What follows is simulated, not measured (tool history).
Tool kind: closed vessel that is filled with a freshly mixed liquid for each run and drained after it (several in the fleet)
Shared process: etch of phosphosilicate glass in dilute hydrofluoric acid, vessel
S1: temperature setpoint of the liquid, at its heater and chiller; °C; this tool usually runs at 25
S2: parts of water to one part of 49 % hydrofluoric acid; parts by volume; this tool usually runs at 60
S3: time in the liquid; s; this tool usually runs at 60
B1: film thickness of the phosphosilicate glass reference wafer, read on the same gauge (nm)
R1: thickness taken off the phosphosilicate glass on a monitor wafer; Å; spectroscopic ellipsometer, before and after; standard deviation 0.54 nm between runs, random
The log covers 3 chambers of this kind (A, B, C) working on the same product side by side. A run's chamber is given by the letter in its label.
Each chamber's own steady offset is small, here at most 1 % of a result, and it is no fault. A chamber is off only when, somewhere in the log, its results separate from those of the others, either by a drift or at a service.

{"run": "1C", "day": 0.283, "S1": 25, "S2": 60, "S3": 60, "B1": 149.96, "R1": 760.58}
{"run": "2A", "day": 0.629, "S1": 25, "S2": 60, "S3": 60, "B1": 150, "R1": 762.47}
{"run": "3B", "day": 0.938, "S1": 25, "S2": 60, "S3": 60, "B1": 150.02, "R1": 765.06}
{"run": "4A", "day": 1.417, "S1": 25, "S2": 60, "S3": 60, "B1": 150.03, "R1": 753.46}
{"run": "5B", "day": 1.867, "S1": 25, "S2": 60, "S3": 60, "B1": 149.96, "R1": 750.48}
{"day": 2.079, "done": "chamber B: hydrofluoric acid flow meter replaced"}
{"run": "6C", "day": 2.367, "S1": 22, "S2": 85, "S3": 60, "B1": 150.04, "R1": 459.03}
{"run": "7C", "day": 2.85, "S1": 22, "S2": 85, "S3": 60, "B1": 149.99, "R1": 458.68}
{"run": "8B", "day": 3.146, "S1": 22, "S2": 85, "S3": 60, "B1": 150.04, "R1": 461.03}
{"run": "9A", "day": 3.454, "S1": 25, "S2": 35, "S3": 35, "B1": 150.02, "R1": 770.38}
{"run": "10A", "day": 3.938, "S1": 25, "S2": 35, "S3": 35, "B1": 150.01, "R1": 772.69}
{"day": 4.133, "done": "chamber A: hydrofluoric acid flow meter replaced"}
{"run": "11C", "day": 4.454, "S1": 25, "S2": 35, "S3": 35, "B1": 150.05, "R1": 790.05}
{"day": 4.542, "done": "chamber B: thermometer replaced"}
{"run": "12B", "day": 4.988, "S1": 25, "S2": 60, "S3": 60, "B1": 149.97, "R1": 753.22}
{"run": "13A", "day": 5.292, "S1": 25, "S2": 60, "S3": 60, "B1": 150.02, "R1": 758.2}
{"run": "14C", "day": 5.833, "S1": 25, "S2": 50, "S3": 60, "B1": 150, "R1": 925.16}
{"run": "15B", "day": 6.212, "S1": 25, "S2": 50, "S3": 60, "B1": 150.05, "R1": 916.62}
{"run": "16B", "day": 6.6, "S1": 25, "S2": 50, "S3": 60, "B1": 149.96, "R1": 927.98}
{"run": "17C", "day": 7.092, "S1": 25, "S2": 60, "S3": 60, "B1": 150.05, "R1": 758.78}
{"run": "18A", "day": 7.346, "S1": 25, "S2": 60, "S3": 60, "B1": 150.02, "R1": 750.54}
{"run": "19A", "day": 7.858, "S1": 25, "S2": 60, "S3": 60, "B1": 149.99, "R1": 759.38}
{"run": "20B", "day": 8.346, "S1": 25, "S2": 60, "S3": 60, "B1": 149.97, "R1": 749.9}
{"run": "21C", "day": 8.771, "S1": 25, "S2": 60, "S3": 60, "B1": 149.98, "R1": 750.9}
{"run": "22A", "day": 9.117, "S1": 28.5, "S2": 60, "S3": 60, "B1": 150.01, "R1": 866.98}
{"run": "23B", "day": 9.396, "S1": 28.5, "S2": 60, "S3": 60, "B1": 150.01, "R1": 870.03}
{"run": "24C", "day": 9.883, "S1": 28.5, "S2": 60, "S3": 60, "B1": 149.92, "R1": 878.83}
{"run": "25C", "day": 10.383, "S1": 25, "S2": 60, "S3": 60, "B1": 149.98, "R1": 762.55}
{"run": "26B", "day": 10.758, "S1": 25, "S2": 60, "S3": 60, "B1": 150.01, "R1": 764.88}
{"run": "27A", "day": 11.138, "S1": 25, "S2": 60, "S3": 60, "B1": 150, "R1": 755.42}
{"run": "28C", "day": 11.408, "S1": 25, "S2": 60, "S3": 60, "B1": 149.97, "R1": 755.69}

Read the log: is a single chamber off, either drifting away or since a service, is the gauge that measures every chamber drifting, or is nothing wrong beyond small per-chamber offsets? Name any odd chamber and what most likely caused it.

Nothing is wrong: each chamber keeps only its own small, steady offset and the gauge holds still.
